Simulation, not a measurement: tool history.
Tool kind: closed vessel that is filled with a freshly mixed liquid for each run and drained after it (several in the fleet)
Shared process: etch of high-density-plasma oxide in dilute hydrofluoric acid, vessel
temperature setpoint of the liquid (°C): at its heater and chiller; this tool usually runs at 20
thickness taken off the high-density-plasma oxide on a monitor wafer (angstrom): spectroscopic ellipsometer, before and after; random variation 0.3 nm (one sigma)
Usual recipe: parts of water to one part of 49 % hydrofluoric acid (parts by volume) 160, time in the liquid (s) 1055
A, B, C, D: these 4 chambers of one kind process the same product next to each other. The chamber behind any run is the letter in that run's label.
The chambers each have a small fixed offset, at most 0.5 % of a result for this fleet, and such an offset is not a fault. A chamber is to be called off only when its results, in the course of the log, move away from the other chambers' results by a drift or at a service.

run,hour,temperature setpoint of the liquid (°C),parts of water to one part of 49 % hydrofluoric acid (parts by volume),time in the liquid (s),hours since the thermometer was replaced,hours since the hydrofluoric acid flow meter was replaced,"read-back film thickness of the high-density-plasma oxide reference wafer, read on the same gauge (nm)",thickness taken off the high-density-plasma oxide on a monitor wafer (angstrom)
1C,5.8,20,160,1055,259.2,312.2,29.962,347.39
2A,12.9,20,160,1055,767.8,39.8,29.992,351.4
3D,16.5,20,160,1055,761.8,241.5,30.012,353.54
4B,20.9,20,160,1055,2140.5,169.2,29.997,358.49
5D,25.6,20,160,1055,770.9,250.6,30.021,352.23
6B,32,20,160,1055,2151.6,180.3,30.02,347.89
7A,39.4,20,160,1055,794.3,66.3,30.027,354.73
8C,46.7,20,160,1055,300.1,353.1,30.022,345.59
9B,53.7,20,160,785,2173.3,202,29.998,265.95
10D,60.1,20,160,785,805.4,285.1,30.019,260.45
11A,67.8,20,160,785,822.7,94.7,29.98,258.29
12C,73.4,20,160,785,326.8,379.8,30.049,260.74
13A,80,17,160,1055,834.9,106.9,30.019,312.67
14C,86.6,17,160,1055,340,393,30.019,309.94
15B,93,17,160,1055,2212.6,241.3,29.982,316.67
16D,96.5,17,160,1055,841.8,321.5,29.973,307.73
17A,104,20,160,1055,858.9,130.9,29.995,345.87
18D,108,20,160,1055,853.3,333,29.982,339.25
19B,112.4,20,160,1055,2232,260.7,29.952,356.24
20C,118.8,20,160,1055,372.2,425.2,30.012,350.91
21C,122.4,20,160,1055,375.8,428.8,30.001,355.32
22A,129.8,20,160,1055,884.7,156.7,29.99,353.01
23D,134.3,20,160,745,879.6,359.3,29.984,240.56
24B,140.7,20,160,745,2260.3,289,30.031,251.3
25A,145.2,20,160,745,900.1,172.1,30.059,253.2
26B,148.7,20,160,745,2268.3,297,30.028,249.37
27C,156.1,17,160,1055,409.5,462.5,30.019,311.17
28D,163.6,17,160,1055,908.9,388.6,30.022,293.09
29D,167.5,17,160,1055,912.8,392.5,29.99,291.19
30C,171,17,160,1055,424.4,477.4,30.042,307.14
31B,178,20,160,1055,2297.6,326.3,30.001,355.65
32A,184,20,160,1055,938.9,210.9,29.971,352.68

Is one chamber off against the others, does the gauge drift, or is nothing wrong? If a chamber is off, say which, and what the likeliest cause is.

Little by little, chamber D moves away from the other chambers.
Likeliest cause: hydrofluoric acid flow below the setpoint (%) = 6.61.
Not necessarily distinguishable in this log from: liquid colder than its thermometer reads (K).

Which of the 4 candidates below, each the usual settings with something changed and its results left as question marks, puts chamber D back in line with what the other chambers give on the usual settings?
Maximum distance from the other chambers' mean on the usual settings for a result to count as in line: thickness taken off the high-density-plasma oxide on a monitor wafer (angstrom) 10
33D-1,189.7,20,160,1090,,,,?
33D-2,189.7,20,165,1055,,,,?
33D-3,189.7,20,165,1010,,,,?
33D-4,189.7,20,155,1100,,,,?

The other chambers' mean on the usual settings: thickness taken off the high-density-plasma oxide on a monitor wafer (angstrom) 352.97
run,thickness taken off the high-density-plasma oxide on a monitor wafer (angstrom)
33D-1,336.28
33D-2,313.9
33D-3,300.51
33D-4,352.24
Change 33D-4 lands the chamber within the allowed miss of the other chambers.
